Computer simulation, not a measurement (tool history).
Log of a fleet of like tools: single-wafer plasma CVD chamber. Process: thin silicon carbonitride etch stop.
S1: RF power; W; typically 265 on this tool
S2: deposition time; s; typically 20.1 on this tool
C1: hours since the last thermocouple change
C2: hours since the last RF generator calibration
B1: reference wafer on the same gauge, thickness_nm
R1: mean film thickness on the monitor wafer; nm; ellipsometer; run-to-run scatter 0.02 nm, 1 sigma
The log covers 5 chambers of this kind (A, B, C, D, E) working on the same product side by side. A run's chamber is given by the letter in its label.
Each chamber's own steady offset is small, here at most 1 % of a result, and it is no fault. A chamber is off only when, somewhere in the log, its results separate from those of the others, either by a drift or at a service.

| run | day | S1 | S2 | C1 | C2 | B1 | R1 |
|---|---|---|---|---|---|---|---|
| 1B | 0.25 | 265 | 20.1 | 199.6 | 559.9 | 13.798 | 12.462 |
| 2E | 0.525 | 265 | 20.1 | 828.1 | 491.8 | 13.812 | 12.496 |
| 3C | 0.821 | 265 | 20.1 | 476.1 | 1034.8 | 13.809 | 12.318 |
| 4A | 1.071 | 265 | 20.1 | 880.2 | 865.5 | 13.807 | 12.483 |
| 5D | 1.329 | 265 | 20.1 | 1815.1 | 387.2 | 13.816 | 12.544 |
| 6D | 1.5 | 265 | 20.1 | 1819.2 | 391.3 | 13.816 | 12.54 |
| 7E | 1.746 | 265 | 20.1 | 857.4 | 521.1 | 13.821 | 12.473 |
|  | 1.954 | chamber A: thermocouple changed; heater temperature recalibrated |
| 8C | 1.983 | 265 | 20.1 | 504 | 1062.7 | 13.817 | 12.367 |
| 9B | 2.192 | 265 | 20.1 | 246.2 | 606.5 | 13.819 | 12.481 |
| 10A | 2.446 | 265 | 18.1 | 11.8 | 898.5 | 13.825 | 11.261 |
| 11A | 2.646 | 265 | 18.1 | 16.6 | 903.3 | 13.824 | 11.268 |
| 12D | 2.867 | 265 | 18.1 | 1852 | 424.1 | 13.827 | 11.258 |
| 13B | 3.05 | 265 | 18.1 | 266.8 | 627.1 | 13.829 | 11.232 |
| 14C | 3.267 | 265 | 18.1 | 534.8 | 1093.5 | 13.834 | 11.125 |
| 15E | 3.567 | 265 | 20.1 | 901.1 | 564.8 | 13.832 | 12.55 |
| 16E | 3.862 | 265 | 20.1 | 908.2 | 571.9 | 13.836 | 12.511 |
| 17B | 4.167 | 265 | 20.1 | 293.6 | 653.9 | 13.846 | 12.482 |
| 18C | 4.404 | 265 | 20.1 | 562.1 | 1120.8 | 13.835 | 12.395 |
| 19A | 4.621 | 265 | 20.1 | 64 | 950.7 | 13.844 | 12.523 |
| 20D | 4.817 | 265 | 20.1 | 1898.8 | 470.9 | 13.841 | 12.601 |
| 21A | 5.004 | 265 | 20.1 | 73.2 | 959.9 | 13.848 | 12.536 |
| 22C | 5.225 | 300 | 21.9 | 581.8 | 1140.5 | 13.844 | 14.007 |
| 23B | 5.454 | 300 | 21.9 | 324.5 | 684.8 | 13.852 | 14.133 |
| 24D | 5.775 | 300 | 21.9 | 1921.8 | 493.9 | 13.859 | 14.222 |
| 25E | 6.079 | 300 | 21.9 | 961.4 | 625.1 | 13.858 | 14.173 |
| 26E | 6.338 | 300 | 21.9 | 967.6 | 631.3 | 13.86 | 14.2 |
| 27A | 6.504 | 215 | 23.9 | 109.2 | 995.9 | 13.858 | 13.99 |
| 28D | 6.8 | 215 | 23.9 | 1946.4 | 518.5 | 13.868 | 14.136 |
| 29C | 7.033 | 215 | 23.9 | 625.2 | 1183.9 | 13.866 | 13.851 |
| 30B | 7.329 | 215 | 23.9 | 369.5 | 729.8 | 13.868 | 13.968 |
| 31B | 7.588 | 215 | 23.9 | 375.7 | 736 | 13.868 | 14 |
| 32D | 7.838 | 265 | 20.1 | 1971.3 | 543.4 | 13.875 | 12.583 |
| 33A | 8.042 | 265 | 20.1 | 146.1 | 1032.8 | 13.878 | 12.53 |
| 34E | 8.279 | 265 | 20.1 | 1014.2 | 677.9 | 13.877 | 12.59 |
| 35C | 8.533 | 265 | 20.1 | 661.2 | 1219.9 | 13.877 | 12.409 |
| 36E | 8.8 | 265 | 20.1 | 1026.7 | 690.4 | 13.884 | 12.583 |
| 37B | 8.983 | 265 | 20.1 | 409.2 | 769.5 | 13.888 | 12.53 |
| 38D | 9.158 | 265 | 20.1 | 2003 | 575.1 | 13.888 | 12.632 |
| 39A | 9.304 | 265 | 20.1 | 176.4 | 1063.1 | 13.882 | 12.557 |

The same settings go to every chamber for the next run, one line per chamber below. Forecast the results for each:
| 40A | 9.542 | 215 | 20.1 |  |  |  | ? |
| 40B | 9.542 | 215 | 20.1 |  |  |  | ? |
| 40C | 9.542 | 215 | 20.1 |  |  |  | ? |
| 40D | 9.542 | 215 | 20.1 |  |  |  | ? |
| 40E | 9.542 | 215 | 20.1 |  |  |  | ? |

| run | R1 |
|---|---|
| 40A | 11.787 |
| 40B | 11.807 |
| 40C | 11.66 |
| 40D | 11.85 |
| 40E | 11.807 |

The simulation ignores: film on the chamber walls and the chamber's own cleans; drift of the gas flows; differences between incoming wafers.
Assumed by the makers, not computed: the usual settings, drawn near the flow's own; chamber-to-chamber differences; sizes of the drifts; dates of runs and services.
